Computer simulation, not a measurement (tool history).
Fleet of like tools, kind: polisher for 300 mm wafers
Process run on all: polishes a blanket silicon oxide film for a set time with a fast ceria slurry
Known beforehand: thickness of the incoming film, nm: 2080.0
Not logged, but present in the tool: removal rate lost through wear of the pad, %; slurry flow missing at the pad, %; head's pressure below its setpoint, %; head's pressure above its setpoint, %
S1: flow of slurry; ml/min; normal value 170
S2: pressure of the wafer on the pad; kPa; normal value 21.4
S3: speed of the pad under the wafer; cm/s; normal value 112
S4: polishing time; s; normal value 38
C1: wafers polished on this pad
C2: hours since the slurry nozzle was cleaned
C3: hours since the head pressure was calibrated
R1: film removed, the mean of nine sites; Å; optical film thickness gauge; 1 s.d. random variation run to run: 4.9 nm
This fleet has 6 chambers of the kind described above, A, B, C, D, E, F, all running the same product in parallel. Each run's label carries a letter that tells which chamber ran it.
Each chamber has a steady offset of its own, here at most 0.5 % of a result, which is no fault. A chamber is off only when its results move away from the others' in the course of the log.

run,hour,S1,S2,S3,S4,C1,C2,C3,R1
1B,4.1,170,21.4,112,38,320,23.3,85.0,6051.9
2F,8.4,170,21.4,112,38,295,294.4,143.8,6096.9
3A,11.1,170,21.4,112,38,344,200.6,1002.8,6011.4
4D,13.3,170,21.4,112,38,760,326.5,566.0,6003.2
5C,16.1,170,21.4,112,38,666,324.1,576.5,6038.5
# hour 18.2: chamber F: slurry nozzle cleaned
6E,19.9,170,21.4,112,38,504,259.2,170.2,6159.1
7E,23.4,230,21.4,112,44,531,262.7,173.7,7367.0
# hour 24.5: chamber C: worn pad replaced by a new one
# hour 27.0: chamber B: worn pad replaced by a new one
8D,27.9,230,21.4,112,44,874,341.1,580.6,7387.0
9C,31.9,230,21.4,112,44,58,339.9,592.3,7263.1
10A,35.2,230,21.4,112,44,533,224.7,1026.9,7237.2
11F,38.0,230,21.4,112,44,527,19.9,173.4,7333.3
12B,40.7,230,21.4,112,44,108,59.9,121.6,7352.9
13E,45.2,170,21.4,112,38,702,284.5,195.5,6092.2
14A,49.0,170,21.4,112,38,641,238.5,1040.7,6078.2
15F,51.4,170,21.4,112,38,632,33.3,186.8,6100.8
16D,54.9,170,21.4,112,38,1086,368.1,607.6,6073.7
17C,57.2,170,21.4,112,38,256,365.2,617.6,5983.8
18B,61.7,170,21.4,112,38,272,80.9,142.6,6072.3
19E,66.2,170,21.4,112,38,867,305.5,216.5,6084.6
# hour 68.1: chamber E: worn pad replaced by a new one
20B,69.9,170,21.4,112,38,336,89.1,150.8,6025.4
21F,74.3,170,21.4,112,38,811,56.2,209.7,6142.4
# hour 76.1: chamber D: worn pad replaced by a new one
22D,77.3,170,21.4,112,38,9,390.5,630.0,6027.2
23C,79.9,170,21.4,112,38,434,387.9,640.3,6086.9
24A,84.5,170,21.4,84,26,919,274.0,1076.2,3098.1
25F,87.2,170,21.4,84,26,912,69.1,222.6,3111.4
26D,90.7,170,21.4,84,26,114,403.9,643.4,3140.0
27B,93.7,170,21.4,84,26,523,112.9,174.6,3092.3
# hour 96.4: chamber C: slurry nozzle cleaned
28A,97.8,170,21.4,84,26,1024,287.3,1089.5,3142.8
# hour 100.2: chamber B: worn pad replaced by a new one
29E,102.0,170,21.4,84,26,266,341.3,252.3,3126.9
# hour 102.8: chamber A: head pressure recalibrated
30C,106.7,170,21.4,112,38,644,10.3,667.1,5997.9
31F,111.0,170,21.4,112,38,1099,92.9,246.4,6140.9
32B,113.5,130,21.4,90,38,104,132.7,194.4,4670.3
33C,118.0,130,21.4,90,38,732,21.6,678.4,4711.4
34D,120.4,130,21.4,90,38,347,433.6,673.1,4624.6
35A,122.7,130,21.4,90,38,1219,312.2,20.0,4729.9
# hour 123.1: chamber C: worn pad replaced by a new one
36E,127.4,130,21.4,90,38,465,366.7,277.7,4662.7
37A,131.9,130,21.4,90,38,1291,321.4,29.2,4667.4
38E,136.9,170,21.4,112,38,539,376.2,287.2,6134.4
39B,141.3,170,21.4,112,38,322,160.5,222.2,6075.2
40D,145.3,170,21.4,112,38,542,458.5,698.0,6060.0
41C,148.7,170,21.4,112,38,200,52.3,709.1,6166.4
42F,153.4,170,21.4,112,38,1431,135.3,288.8,6031.6
43B,158.3,170,21.4,112,38,455,177.5,239.2,6082.6
44C,161.5,170,21.4,112,38,301,65.1,721.9,6068.7

Is one chamber out of step, is the gauge drifting, or do the chambers differ by no more than their own small offsets? For an off chamber, give its letter and the likeliest cause.

Beyond each chamber's small constant offset nothing stands out, and the gauge stays steady.
